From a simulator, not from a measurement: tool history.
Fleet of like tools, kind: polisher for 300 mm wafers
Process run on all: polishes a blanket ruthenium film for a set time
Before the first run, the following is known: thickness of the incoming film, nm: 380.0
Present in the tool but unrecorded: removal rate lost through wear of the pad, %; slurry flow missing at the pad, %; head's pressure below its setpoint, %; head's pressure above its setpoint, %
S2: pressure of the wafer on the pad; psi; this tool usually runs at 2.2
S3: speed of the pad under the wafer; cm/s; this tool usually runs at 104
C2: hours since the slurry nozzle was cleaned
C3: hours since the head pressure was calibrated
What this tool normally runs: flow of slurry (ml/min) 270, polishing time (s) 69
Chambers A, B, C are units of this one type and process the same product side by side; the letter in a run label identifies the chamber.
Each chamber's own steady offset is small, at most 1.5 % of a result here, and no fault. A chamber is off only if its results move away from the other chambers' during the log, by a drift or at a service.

run 1B day=0.408 | flow_of_slurry_(ml/min)=270 S2=2.2 S3=104 polishing_time_(s)=69 | wafers_polished_on_this_pad=751 C2=18.1 C3=1260.5 | film_removed_(nm)=85.827
run 2A day=0.683 | flow_of_slurry_(ml/min)=270 S2=2.2 S3=104 polishing_time_(s)=69 | wafers_polished_on_this_pad=523 C2=25.6 C3=592.7 | film_removed_(nm)=84.049
run 3C day=0.975 | flow_of_slurry_(ml/min)=270 S2=2.2 S3=104 polishing_time_(s)=69 | wafers_polished_on_this_pad=303 C2=501.4 C3=607.2 | film_removed_(nm)=86.646
run 4C day=1.521 | flow_of_slurry_(ml/min)=270 S2=2.2 S3=104 polishing_time_(s)=69 | wafers_polished_on_this_pad=382 C2=514.5 C3=620.3 | film_removed_(nm)=87.814
-- day=1.704 chamber A: worn pad replaced by a new one
run 5B day=2.033 | flow_of_slurry_(ml/min)=270 S2=2.2 S3=104 polishing_time_(s)=69 | wafers_polished_on_this_pad=985 C2=57.1 C3=1299.5 | film_removed_(nm)=87.494
-- day=2.229 chamber B: worn pad replaced by a new one
run 6A day=2.283 | flow_of_slurry_(ml/min)=270 S2=2.2 S3=104 polishing_time_(s)=69 | wafers_polished_on_this_pad=83 C2=64.0 C3=631.1 | film_removed_(nm)=85.594
-- day=2.579 chamber C: head pressure recalibrated
run 7A day=2.742 | flow_of_slurry_(ml/min)=270 S2=2.2 S3=104 polishing_time_(s)=69 | wafers_polished_on_this_pad=149 C2=75.0 C3=642.1 | film_removed_(nm)=84.686
run 8C day=3.188 | flow_of_slurry_(ml/min)=270 S2=2.2 S3=104 polishing_time_(s)=69 | wafers_polished_on_this_pad=621 C2=554.5 C3=14.7 | film_removed_(nm)=87.437
run 9B day=3.717 | flow_of_slurry_(ml/min)=270 S2=2.2 S3=104 polishing_time_(s)=69 | wafers_polished_on_this_pad=213 C2=97.5 C3=1339.9 | film_removed_(nm)=86.810
run 10C day=4.250 | flow_of_slurry_(ml/min)=205 S2=2.2 S3=104 polishing_time_(s)=48 | wafers_polished_on_this_pad=773 C2=580.0 C3=40.2 | film_removed_(nm)=57.860
run 11B day=4.738 | flow_of_slurry_(ml/min)=205 S2=2.2 S3=104 polishing_time_(s)=48 | wafers_polished_on_this_pad=360 C2=122.0 C3=1364.4 | film_removed_(nm)=58.212
-- day=4.796 chamber B: head pressure recalibrated
run 12A day=5.050 | flow_of_slurry_(ml/min)=205 S2=2.2 S3=104 polishing_time_(s)=48 | wafers_polished_on_this_pad=480 C2=130.4 C3=697.5 | film_removed_(nm)=57.263
-- day=5.333 chamber C: worn pad replaced by a new one
run 13C day=5.412 | flow_of_slurry_(ml/min)=270 S2=2.2 S3=104 polishing_time_(s)=69 | wafers_polished_on_this_pad=11 C2=607.9 C3=68.1 | film_removed_(nm)=84.925
run 14A day=5.708 | flow_of_slurry_(ml/min)=270 S2=2.2 S3=104 polishing_time_(s)=69 | wafers_polished_on_this_pad=574 C2=146.2 C3=713.3 | film_removed_(nm)=83.642
run 15B day=6.192 | flow_of_slurry_(ml/min)=270 S2=2.7 S3=104 polishing_time_(s)=69 | wafers_polished_on_this_pad=568 C2=156.9 C3=33.6 | film_removed_(nm)=104.550
-- day=6.208 chamber A: worn pad replaced by a new one
run 16C day=6.642 | flow_of_slurry_(ml/min)=270 S2=2.7 S3=104 polishing_time_(s)=69 | wafers_polished_on_this_pad=188 C2=637.4 C3=97.6 | film_removed_(nm)=108.270
run 17B day=7.154 | flow_of_slurry_(ml/min)=270 S2=2.7 S3=104 polishing_time_(s)=69 | wafers_polished_on_this_pad=707 C2=180.0 C3=56.7 | film_removed_(nm)=103.740
run 18A day=7.512 | flow_of_slurry_(ml/min)=270 S2=2.2 S3=104 polishing_time_(s)=69 | wafers_polished_on_this_pad=187 C2=189.5 C3=756.6 | film_removed_(nm)=82.880
-- day=7.692 chamber C: slurry nozzle cleaned
run 19C day=7.800 | flow_of_slurry_(ml/min)=270 S2=2.2 S3=104 polishing_time_(s)=69 | wafers_polished_on_this_pad=354 C2=2.6 C3=125.4 | film_removed_(nm)=86.284
run 20A day=8.179 | flow_of_slurry_(ml/min)=270 S2=2.2 S3=104 polishing_time_(s)=69 | wafers_polished_on_this_pad=283 C2=205.5 C3=772.6 | film_removed_(nm)=82.762
run 21B day=8.575 | flow_of_slurry_(ml/min)=270 S2=2.2 S3=104 polishing_time_(s)=69 | wafers_polished_on_this_pad=911 C2=214.1 C3=90.8 | film_removed_(nm)=85.344
run 22C day=9.071 | flow_of_slurry_(ml/min)=270 S2=2.2 S3=104 polishing_time_(s)=69 | wafers_polished_on_this_pad=536 C2=33.1 C3=155.9 | film_removed_(nm)=88.297
run 23B day=9.408 | flow_of_slurry_(ml/min)=270 S2=2.2 S3=104 polishing_time_(s)=69 | wafers_polished_on_this_pad=1030 C2=234.1 C3=110.8 | film_removed_(nm)=85.701
run 24A day=9.904 | flow_of_slurry_(ml/min)=270 S2=2.2 S3=104 polishing_time_(s)=69 | wafers_polished_on_this_pad=530 C2=246.9 C3=814.0 | film_removed_(nm)=80.477
-- day=10.154 chamber B: worn pad replaced by a new one
run 25A day=10.300 | flow_of_slurry_(ml/min)=270 S2=2.2 S3=104 polishing_time_(s)=69 | wafers_polished_on_this_pad=587 C2=256.4 C3=823.5 | film_removed_(nm)=80.929
run 26B day=10.746 | flow_of_slurry_(ml/min)=270 S2=2.2 S3=104 polishing_time_(s)=69 | wafers_polished_on_this_pad=85 C2=266.2 C3=142.9 | film_removed_(nm)=84.686
-- day=10.988 chamber A: worn pad replaced by a new one
run 27C day=11.062 | flow_of_slurry_(ml/min)=270 S2=2.2 S3=104 polishing_time_(s)=69 | wafers_polished_on_this_pad=822 C2=80.9 C3=203.7 | film_removed_(nm)=88.254
run 28C day=11.383 | flow_of_slurry_(ml/min)=270 S2=2.2 S3=104 polishing_time_(s)=69 | wafers_polished_on_this_pad=868 C2=88.6 C3=211.4 | film_removed_(nm)=85.412
-- day=11.796 chamber C: worn pad replaced by a new one
-- day=11.821 chamber B: slurry nozzle cleaned
run 29A day=11.842 | flow_of_slurry_(ml/min)=270 S2=2.2 S3=104 polishing_time_(s)=69 | wafers_polished_on_this_pad=123 C2=293.4 C3=860.5 | film_removed_(nm)=77.538
run 30B day=12.225 | flow_of_slurry_(ml/min)=270 S2=2.2 S3=104 polishing_time_(s)=69 | wafers_polished_on_this_pad=297 C2=9.8 C3=178.4 | film_removed_(nm)=86.389
run 31B day=12.642 | flow_of_slurry_(ml/min)=270 S2=2.2 S3=104 polishing_time_(s)=69 | wafers_polished_on_this_pad=357 C2=19.8 C3=188.4 | film_removed_(nm)=86.078
run 32A day=12.912 | flow_of_slurry_(ml/min)=300 S2=2.0 S3=104 polishing_time_(s)=69 | wafers_polished_on_this_pad=276 C2=319.1 C3=886.2 | film_removed_(nm)=70.285
run 33C day=13.192 | flow_of_slurry_(ml/min)=300 S2=2.0 S3=104 polishing_time_(s)=69 | wafers_polished_on_this_pad=200 C2=132.0 C3=254.8 | film_removed_(nm)=78.439
run 34C day=13.608 | flow_of_slurry_(ml/min)=300 S2=2.0 S3=104 polishing_time_(s)=69 | wafers_polished_on_this_pad=260 C2=142.0 C3=264.8 | film_removed_(nm)=79.207

Which is it: a chamber that has drifted or been left off by a service, a gauge drift common to all chambers, or only each chamber's usual small offset? If a chamber is off, name it and its likeliest cause.

Chamber A drifts away from the others.
Most likely cause: head's pressure below its setpoint, % = 9.7.

Here are 4 candidates for chamber A's next run, each the usual settings with a change, their results left as question marks. Which one brings its results back in line with what the others give on the usual settings?
In line means no further than this from the other chambers' mean on the usual settings: film removed (nm) 3.300
run 35A-1 day=13.996 | flow_of_slurry_(ml/min)=270 S2=2.2 S3=110 polishing_time_(s)=73 | film_removed_(nm)=?
run 35A-2 day=13.996 | flow_of_slurry_(ml/min)=270 S2=2.4 S3=110 polishing_time_(s)=74 | film_removed_(nm)=?
run 35A-3 day=13.996 | flow_of_slurry_(ml/min)=270 S2=2.1 S3=100 polishing_time_(s)=66 | film_removed_(nm)=?
run 35A-4 day=13.996 | flow_of_slurry_(ml/min)=270 S2=2.2 S3=84 polishing_time_(s)=69 | film_removed_(nm)=?

What the other chambers average on the usual settings: film removed (nm) 86.205
run=35A-1 film_removed_(nm)=85.472
run=35A-2 film_removed_(nm)=94.549
run=35A-3 film_removed_(nm)=67.140
run=35A-4 film_removed_(nm)=61.964
The answer is 35A-1, which returns the chamber to within the allowed miss of the others.

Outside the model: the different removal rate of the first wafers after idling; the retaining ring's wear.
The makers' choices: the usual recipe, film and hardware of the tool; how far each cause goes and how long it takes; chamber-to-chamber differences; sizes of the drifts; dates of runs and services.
